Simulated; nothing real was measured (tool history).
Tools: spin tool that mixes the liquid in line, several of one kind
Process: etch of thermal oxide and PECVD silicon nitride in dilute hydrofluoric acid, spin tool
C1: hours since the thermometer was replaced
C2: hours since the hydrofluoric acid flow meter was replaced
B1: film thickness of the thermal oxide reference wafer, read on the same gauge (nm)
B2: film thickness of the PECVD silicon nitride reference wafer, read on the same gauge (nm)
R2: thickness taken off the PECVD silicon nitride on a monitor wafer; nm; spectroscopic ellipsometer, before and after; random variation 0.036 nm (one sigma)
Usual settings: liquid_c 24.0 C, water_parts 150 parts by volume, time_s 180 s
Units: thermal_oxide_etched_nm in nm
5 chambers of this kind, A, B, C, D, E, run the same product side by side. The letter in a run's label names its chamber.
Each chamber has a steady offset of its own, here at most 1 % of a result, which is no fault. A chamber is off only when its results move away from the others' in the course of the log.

{"run": "1A", "hour": 6.9, "liquid_c": 24.0, "water_parts": 150, "time_s": 180, "C1": 364.3, "C2": 1452.6, "B1": 40.005, "B2": 130.0, "thermal_oxide_etched_nm": 5.3819, "R2": 2.4534}
{"run": "2B", "hour": 17.5, "liquid_c": 24.0, "water_parts": 150, "time_s": 180, "C1": 647.1, "C2": 93.0, "B1": 40.001, "B2": 129.99, "thermal_oxide_etched_nm": 5.3227, "R2": 2.434}
{"run": "3C", "hour": 27.0, "liquid_c": 24.0, "water_parts": 150, "time_s": 180, "C1": 450.5, "C2": 240.3, "B1": 39.99, "B2": 130.01, "thermal_oxide_etched_nm": 5.3999, "R2": 2.4014}
{"run": "4E", "hour": 32.7, "liquid_c": 24.0, "water_parts": 150, "time_s": 180, "C1": 898.1, "C2": 278.1, "B1": 40.012, "B2": 130.01, "thermal_oxide_etched_nm": 5.3822, "R2": 2.4681}
{"run": "5D", "hour": 41.1, "liquid_c": 24.0, "water_parts": 150, "time_s": 180, "C1": 125.4, "C2": 415.2, "B1": 40.0, "B2": 130.0, "thermal_oxide_etched_nm": 5.4295, "R2": 2.4391}
{"run": "6D", "hour": 49.0, "liquid_c": 24.0, "water_parts": 150, "time_s": 180, "C1": 133.3, "C2": 423.1, "B1": 39.999, "B2": 129.99, "thermal_oxide_etched_nm": 5.348, "R2": 2.4533}
{"run": "7A", "hour": 57.2, "liquid_c": 24.0, "water_parts": 150, "time_s": 180, "C1": 414.6, "C2": 1502.9, "B1": 39.98, "B2": 130.0, "thermal_oxide_etched_nm": 5.4288, "R2": 2.4079}
{"run": "8B", "hour": 64.9, "liquid_c": 24.0, "water_parts": 150, "time_s": 180, "C1": 694.5, "C2": 140.4, "B1": 39.998, "B2": 130.01, "thermal_oxide_etched_nm": 5.2005, "R2": 2.4659}
{"run": "9E", "hour": 74.5, "liquid_c": 24.0, "water_parts": 150, "time_s": 180, "C1": 939.9, "C2": 319.9, "B1": 39.995, "B2": 130.01, "thermal_oxide_etched_nm": 5.294, "R2": 2.4644}
{"run": "10C", "hour": 85.1, "liquid_c": 24.0, "water_parts": 150, "time_s": 180, "C1": 508.6, "C2": 298.4, "B1": 40.004, "B2": 130.0, "thermal_oxide_etched_nm": 5.4178, "R2": 2.4545}
{"run": "11C", "hour": 97.7, "liquid_c": 24.0, "water_parts": 150, "time_s": 180, "C1": 521.2, "C2": 311.0, "B1": 40.025, "B2": 130.01, "thermal_oxide_etched_nm": 5.3777, "R2": 2.4123}
{"run": "12A", "hour": 109.2, "liquid_c": 24.0, "water_parts": 150, "time_s": 180, "C1": 466.6, "C2": 1554.9, "B1": 39.99, "B2": 129.98, "thermal_oxide_etched_nm": 5.3821, "R2": 2.4306}
{"run": "13E", "hour": 121.5, "liquid_c": 24.0, "water_parts": 150, "time_s": 180, "C1": 986.9, "C2": 366.9, "B1": 40.007, "B2": 129.99, "thermal_oxide_etched_nm": 5.3645, "R2": 2.3544}
{"run": "14D", "hour": 134.1, "liquid_c": 24.0, "water_parts": 150, "time_s": 180, "C1": 218.4, "C2": 508.2, "B1": 39.992, "B2": 130.02, "thermal_oxide_etched_nm": 5.4045, "R2": 2.4782}
{"run": "15B", "hour": 146.7, "liquid_c": 24.0, "water_parts": 150, "time_s": 180, "C1": 776.3, "C2": 222.2, "B1": 39.993, "B2": 130.0, "thermal_oxide_etched_nm": 5.2472, "R2": 2.3713}
{"run": "16B", "hour": 154.8, "liquid_c": 24.0, "water_parts": 150, "time_s": 180, "C1": 784.4, "C2": 230.3, "B1": 40.004, "B2": 129.97, "thermal_oxide_etched_nm": 5.2915, "R2": 2.418}
{"run": "17D", "hour": 163.2, "liquid_c": 24.0, "water_parts": 150, "time_s": 180, "C1": 247.5, "C2": 537.3, "B1": 40.027, "B2": 129.99, "thermal_oxide_etched_nm": 5.3318, "R2": 2.3512}
{"run": "18C", "hour": 174.3, "liquid_c": 24.0, "water_parts": 150, "time_s": 180, "C1": 597.8, "C2": 387.6, "B1": 39.979, "B2": 129.99, "thermal_oxide_etched_nm": 5.4978, "R2": 2.4356}
{"hour": 182.0, "done": "chamber C: thermometer replaced"}
{"run": "19E", "hour": 185.4, "liquid_c": 24.0, "water_parts": 150, "time_s": 180, "C1": 1050.8, "C2": 430.8, "B1": 40.02, "B2": 129.97, "thermal_oxide_etched_nm": 5.3464, "R2": 2.4067}
{"run": "20A", "hour": 192.5, "liquid_c": 24.0, "water_parts": 150, "time_s": 180, "C1": 549.9, "C2": 1638.2, "B1": 39.989, "B2": 130.0, "thermal_oxide_etched_nm": 5.3529, "R2": 2.4396}
{"run": "21E", "hour": 202.4, "liquid_c": 28.0, "water_parts": 150, "time_s": 180, "C1": 1067.8, "C2": 447.8, "B1": 40.015, "B2": 129.99, "thermal_oxide_etched_nm": 6.3165, "R2": 3.1365}
{"run": "22C", "hour": 209.0, "liquid_c": 28.0, "water_parts": 150, "time_s": 180, "C1": 27.1, "C2": 422.3, "B1": 39.989, "B2": 130.0, "thermal_oxide_etched_nm": 6.4367, "R2": 3.2099}
{"run": "23D", "hour": 219.8, "liquid_c": 28.0, "water_parts": 150, "time_s": 180, "C1": 304.1, "C2": 593.9, "B1": 40.011, "B2": 130.02, "thermal_oxide_etched_nm": 6.3989, "R2": 3.1329}
{"run": "24B", "hour": 231.5, "liquid_c": 28.0, "water_parts": 150, "time_s": 180, "C1": 861.1, "C2": 307.0, "B1": 40.013, "B2": 130.01, "thermal_oxide_etched_nm": 6.2012, "R2": 3.2303}
{"run": "25A", "hour": 243.6, "liquid_c": 28.0, "water_parts": 150, "time_s": 180, "C1": 601.0, "C2": 1689.3, "B1": 39.984, "B2": 130.02, "thermal_oxide_etched_nm": 6.1557, "R2": 3.2512}
{"run": "26E", "hour": 253.4, "liquid_c": 24.0, "water_parts": 150, "time_s": 180, "C1": 1118.8, "C2": 498.8, "B1": 40.009, "B2": 129.98, "thermal_oxide_etched_nm": 5.3863, "R2": 2.5098}
{"run": "27B", "hour": 264.0, "liquid_c": 24.0, "water_parts": 150, "time_s": 180, "C1": 893.6, "C2": 339.5, "B1": 40.002, "B2": 129.99, "thermal_oxide_etched_nm": 5.4174, "R2": 2.4272}
{"run": "28D", "hour": 275.8, "liquid_c": 27.5, "water_parts": 150, "time_s": 140, "C1": 360.1, "C2": 649.9, "B1": 39.998, "B2": 129.99, "thermal_oxide_etched_nm": 4.7565, "R2": 2.327}
{"run": "29C", "hour": 286.6, "liquid_c": 27.5, "water_parts": 150, "time_s": 140, "C1": 104.7, "C2": 499.9, "B1": 39.981, "B2": 130.01, "thermal_oxide_etched_nm": 4.8815, "R2": 2.4255}
{"run": "30A", "hour": 295.7, "liquid_c": 27.5, "water_parts": 150, "time_s": 140, "C1": 653.1, "C2": 1741.4, "B1": 40.003, "B2": 130.0, "thermal_oxide_etched_nm": 4.7927, "R2": 2.347}
{"run": "31A", "hour": 305.9, "liquid_c": 27.5, "water_parts": 150, "time_s": 140, "C1": 663.3, "C2": 1751.6, "B1": 39.997, "B2": 129.99, "thermal_oxide_etched_nm": 4.7701, "R2": 2.3489}
{"run": "32D", "hour": 316.9, "liquid_c": 27.5, "water_parts": 150, "time_s": 140, "C1": 401.2, "C2": 691.0, "B1": 39.999, "B2": 130.0, "thermal_oxide_etched_nm": 4.6615, "R2": 2.3831}
{"run": "33C", "hour": 329.4, "liquid_c": 24.0, "water_parts": 150, "time_s": 180, "C1": 147.5, "C2": 542.7, "B1": 40.031, "B2": 129.97, "thermal_oxide_etched_nm": 5.6203, "R2": 2.4861}
{"hour": 335.0, "done": "chamber E: thermometer replaced"}
{"run": "34E", "hour": 339.4, "liquid_c": 24.0, "water_parts": 150, "time_s": 180, "C1": 4.5, "C2": 584.8, "B1": 39.982, "B2": 130.0, "thermal_oxide_etched_nm": 5.4879, "R2": 2.4794}
{"run": "35B", "hour": 345.1, "liquid_c": 24.0, "water_parts": 150, "time_s": 180, "C1": 974.7, "C2": 420.6, "B1": 40.02, "B2": 130.02, "thermal_oxide_etched_nm": 5.365, "R2": 2.4619}
{"run": "36C", "hour": 354.2, "liquid_c": 24.0, "water_parts": 150, "time_s": 180, "C1": 172.3, "C2": 567.5, "B1": 39.992, "B2": 130.01, "thermal_oxide_etched_nm": 5.683, "R2": 2.5257}
{"run": "37B", "hour": 363.8, "liquid_c": 24.0, "water_parts": 150, "time_s": 180, "C1": 993.4, "C2": 439.3, "B1": 40.021, "B2": 130.0, "thermal_oxide_etched_nm": 5.2885, "R2": 2.4372}
{"run": "38D", "hour": 370.0, "liquid_c": 21.5, "water_parts": 110, "time_s": 180, "C1": 454.3, "C2": 744.1, "B1": 39.996, "B2": 129.98, "thermal_oxide_etched_nm": 6.9394, "R2": 2.7094}
{"run": "39A", "hour": 380.1, "liquid_c": 21.5, "water_parts": 110, "time_s": 180, "C1": 737.5, "C2": 1825.8, "B1": 39.992, "B2": 130.02, "thermal_oxide_etched_nm": 7.0295, "R2": 2.9326}
{"hour": 384.2, "done": "chamber A: hydrofluoric acid flow meter replaced"}
{"run": "40E", "hour": 390.9, "liquid_c": 21.5, "water_parts": 110, "time_s": 180, "C1": 56.0, "C2": 636.3, "B1": 40.002, "B2": 129.96, "thermal_oxide_etched_nm": 6.9719, "R2": 2.8371}
{"run": "41E", "hour": 397.6, "liquid_c": 21.5, "water_parts": 110, "time_s": 180, "C1": 62.7, "C2": 643.0, "B1": 40.016, "B2": 130.01, "thermal_oxide_etched_nm": 6.904, "R2": 2.798}
{"run": "42A", "hour": 407.3, "liquid_c": 21.5, "water_parts": 110, "time_s": 180, "C1": 764.7, "C2": 23.2, "B1": 39.996, "B2": 129.99, "thermal_oxide_etched_nm": 6.8034, "R2": 2.8588}

All 5 chambers run these settings next. Forecast each chamber's results:
{"run": "43A", "hour": 416.3, "liquid_c": 24.0, "water_parts": 150, "time_s": 270, "thermal_oxide_etched_nm": "?", "R2": "?"}
{"run": "43B", "hour": 416.3, "liquid_c": 24.0, "water_parts": 150, "time_s": 270, "thermal_oxide_etched_nm": "?", "R2": "?"}
{"run": "43C", "hour": 416.3, "liquid_c": 24.0, "water_parts": 150, "time_s": 270, "thermal_oxide_etched_nm": "?", "R2": "?"}
{"run": "43D", "hour": 416.3, "liquid_c": 24.0, "water_parts": 150, "time_s": 270, "thermal_oxide_etched_nm": "?", "R2": "?"}
{"run": "43E", "hour": 416.3, "liquid_c": 24.0, "water_parts": 150, "time_s": 270, "thermal_oxide_etched_nm": "?", "R2": "?"}

run=43A thermal_oxide_etched_nm=8.0267 R2=3.6960
run=43B thermal_oxide_etched_nm=8.0654 R2=3.6500
run=43C thermal_oxide_etched_nm=8.4955 R2=3.7574
run=43D thermal_oxide_etched_nm=8.0006 R2=3.6342
run=43E thermal_oxide_etched_nm=8.1027 R2=3.6962
